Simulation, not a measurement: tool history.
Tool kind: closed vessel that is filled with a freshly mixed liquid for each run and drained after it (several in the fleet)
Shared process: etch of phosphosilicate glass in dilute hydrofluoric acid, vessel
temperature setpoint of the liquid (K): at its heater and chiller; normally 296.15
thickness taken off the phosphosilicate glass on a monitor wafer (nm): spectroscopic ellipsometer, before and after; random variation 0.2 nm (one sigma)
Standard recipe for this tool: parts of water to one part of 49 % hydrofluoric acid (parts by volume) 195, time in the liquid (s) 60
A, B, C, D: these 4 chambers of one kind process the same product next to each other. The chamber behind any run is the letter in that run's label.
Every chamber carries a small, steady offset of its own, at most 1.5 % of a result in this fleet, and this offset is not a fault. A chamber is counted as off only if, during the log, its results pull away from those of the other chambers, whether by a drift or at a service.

run	day	temperature setpoint of the liquid (K)	parts of water to one part of 49 % hydrofluoric acid (parts by volume)	time in the liquid (s)	hours since the thermometer was replaced	hours since the hydrofluoric acid flow meter was replaced	read-back film thickness of the phosphosilicate glass reference wafer, read on the same gauge (nm)	thickness taken off the phosphosilicate glass on a monitor wafer (nm)
1D	0.238	296.15	195	60	1872.3	693.3	99.992	23.251
2B	0.596	296.15	195	60	239.2	644.5	100.03	23.205
3C	0.946	296.15	195	60	2691.9	194.3	100	23.121
4A	1.312	296.15	195	60	377	489.2	100.02	22.623
5B	1.55	296.15	195	60	262.1	667.4	99.998	23.48
6C	1.733	296.15	195	60	2710.8	213.2	100.03	22.938
7D	1.954	292.65	145	60	1913.5	734.5	100.01	29.303
8A	2.167	292.65	145	60	397.5	509.7	100	28.725
9A	2.492	292.65	145	60	405.3	517.5	99.984	28.192
10B	2.771	292.65	145	60	291.4	696.7	99.995	28.802
11C	3.125	296.15	195	60	2744.2	246.6	99.973	22.966
12D	3.446	296.15	195	60	1949.3	770.3	99.976	23.61
13D	3.721	298.65	195	60	1955.9	776.9	100.01	25.534
# day 3.767: chamber C: thermometer replaced
14A	3.992	298.65	195	60	441.3	553.5	100.02	25.137
15B	4.179	298.65	195	60	325.2	730.5	100.02	26.037
16C	4.342	298.65	195	60	13.9	275.8	100.01	25.398
17A	4.633	296.15	195	60	456.7	568.9	99.997	23.112
18C	4.888	296.15	195	60	27	288.9	100	23.176
19D	5.238	296.15	195	45	1992.3	813.3	100.01	17.465
20B	5.588	296.15	195	45	359	764.3	99.997	18.379
21C	5.812	296.15	195	45	49.2	311.1	100	17.152
22A	6.038	296.15	195	45	490.4	602.6	99.971	17.374
23D	6.346	296.15	195	60	2018.9	839.9	100.01	23.458
24B	6.592	296.15	195	60	383.1	788.4	100	24.831
25D	6.821	296.15	195	60	2030.3	851.3	100.01	23.546

Next, every chamber runs the same settings. What will each give?
26A	7.092	296.15	275	60				?
26B	7.092	296.15	275	60				?
26C	7.092	296.15	275	60				?
26D	7.092	296.15	275	60				?

run	thickness taken off the phosphosilicate glass on a monitor wafer (nm)
26A	14.943
26B	16.492
26C	15.354
26D	15.212
